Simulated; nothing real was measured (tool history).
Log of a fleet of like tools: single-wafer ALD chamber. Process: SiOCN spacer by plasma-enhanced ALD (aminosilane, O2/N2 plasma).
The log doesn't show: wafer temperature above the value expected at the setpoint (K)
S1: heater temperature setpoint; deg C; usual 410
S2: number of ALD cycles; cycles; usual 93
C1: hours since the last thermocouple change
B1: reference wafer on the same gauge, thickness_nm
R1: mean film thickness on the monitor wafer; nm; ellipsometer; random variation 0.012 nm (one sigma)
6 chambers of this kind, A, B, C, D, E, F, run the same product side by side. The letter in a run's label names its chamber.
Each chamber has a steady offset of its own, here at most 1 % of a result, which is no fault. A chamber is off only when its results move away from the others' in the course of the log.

Run 1C, hour 10.5: usual settings; C1 1357.2; B1 5.7789. Result: R1 5.4479 nm.
Run 2B, hour 23.1: usual settings; C1 299.8; B1 5.7776. Result: R1 5.4258 nm.
Run 3D, hour 35.5: usual settings; C1 232.6; B1 5.7825. Result: R1 5.4255 nm.
Run 4E, hour 44: usual settings; C1 791.8; B1 5.7814. Result: R1 5.442 nm.
Run 5F, hour 55.5: usual settings; C1 1493.6; B1 5.7794. Result: R1 5.4691 nm.
Run 6A, hour 63.6: usual settings; C1 1581.5; B1 5.7788. Result: R1 5.4157 nm.
Run 7F, hour 73.2: usual settings; C1 1511.3; B1 5.7813. Result: R1 5.5059 nm.
Run 8B, hour 81.6: usual settings; C1 358.3; B1 5.7808. Result: R1 5.4466 nm.
Run 9D, hour 96: usual settings; C1 293.1; B1 5.7797. Result: R1 5.4499 nm.
Run 10C, hour 107.4: usual settings; C1 1454.1; B1 5.7784. Result: R1 5.4523 nm.
Run 11A, hour 117.8: usual settings; C1 1635.7; B1 5.7807. Result: R1 5.4262 nm.
Run 12E, hour 126: usual settings; C1 873.8; B1 5.7797. Result: R1 5.4164 nm.
Run 13C, hour 139.6: usual settings; C1 1486.3; B1 5.7812. Result: R1 5.4344 nm.
Run 14E, hour 149.7: usual settings; C1 897.5; B1 5.7824. Result: R1 5.4259 nm.
Run 15A, hour 157.6: usual settings; C1 1675.5; B1 5.7819. Result: R1 5.407 nm.
Run 16F, hour 169.7: usual settings; C1 1607.8; B1 5.7767. Result: R1 5.476 nm.
Run 17D, hour 177.9: usual settings but S2 108 cycles; C1 375; B1 5.7823. Result: R1 6.3069 nm.
Run 18B, hour 189.1: usual settings but S2 108 cycles; C1 465.8; B1 5.7811. Result: R1 6.3322 nm.
Run 19C, hour 199.2: usual settings but S2 108 cycles; C1 1545.9; B1 5.7833. Result: R1 6.2827 nm.
Run 20B, hour 210.6: usual settings but S2 108 cycles; C1 487.3; B1 5.7829. Result: R1 6.3219 nm.
Run 21A, hour 220.9: usual settings but S2 108 cycles; C1 1738.8; B1 5.7792. Result: R1 6.3019 nm.
Run 22F, hour 230.2: usual settings but S2 108 cycles; C1 1668.3; B1 5.7812. Result: R1 6.37 nm.
Run 23D, hour 239.8: usual settings; C1 436.9; B1 5.7816. Result: R1 5.4383 nm.
Run 24E, hour 253.7: usual settings; C1 1001.5; B1 5.7794. Result: R1 5.4333 nm.
Run 25B, hour 266.5: usual settings; C1 543.2; B1 5.7793. Result: R1 5.4424 nm.
Run 26E, hour 277.9: usual settings; C1 1025.7; B1 5.7798. Result: R1 5.4357 nm.
Run 27A, hour 290.2: usual settings; C1 1808.1; B1 5.7813. Result: R1 5.422 nm.
Run 28C, hour 302.9: usual settings but S1 423 deg C, S2 87 cycles; C1 1649.6; B1 5.7813. Result: R1 4.8211 nm.
Run 29D, hour 311.7: usual settings but S1 423 deg C, S2 87 cycles; C1 508.8; B1 5.7807. Result: R1 4.8672 nm.
Run 30F, hour 320.9: usual settings but S1 423 deg C, S2 87 cycles; C1 1759; B1 5.7757. Result: R1 4.9263 nm.
Run 31B, hour 333.6: usual settings but S1 423 deg C, S2 87 cycles; C1 610.3; B1 5.7823. Result: R1 4.8872 nm.
At hour 334: chamber F: thermocouple changed; heater temperature recalibrated.
Run 32F, hour 340.1: usual settings but S1 423 deg C, S2 87 cycles; C1 6.1; B1 5.7763. Result: R1 4.9263 nm.
Run 33E, hour 349.9: usual settings but S1 423 deg C, S2 87 cycles; C1 1097.7; B1 5.7762. Result: R1 4.883 nm.
Run 34A, hour 356.9: usual settings; C1 1874.8; B1 5.783. Result: R1 5.4267 nm.
Run 35C, hour 369.5: usual settings; C1 1716.2; B1 5.779. Result: R1 5.365 nm.
Run 36D, hour 380.8: usual settings; C1 577.9; B1 5.7793. Result: R1 5.4319 nm.

Next, every chamber runs the same settings. What will each give?
Run 37A, hour 391.4: usual settings. Result: R1 ?.
Run 37B, hour 391.4: usual settings. Result: R1 ?.
Run 37C, hour 391.4: usual settings. Result: R1 ?.
Run 37D, hour 391.4: usual settings. Result: R1 ?.
Run 37E, hour 391.4: usual settings. Result: R1 ?.
Run 37F, hour 391.4: usual settings. Result: R1 ?.

run      R1
37A  5.4131
37B  5.4652
37C  5.3382
37D  5.4544
37E  5.4288
37F  5.4708
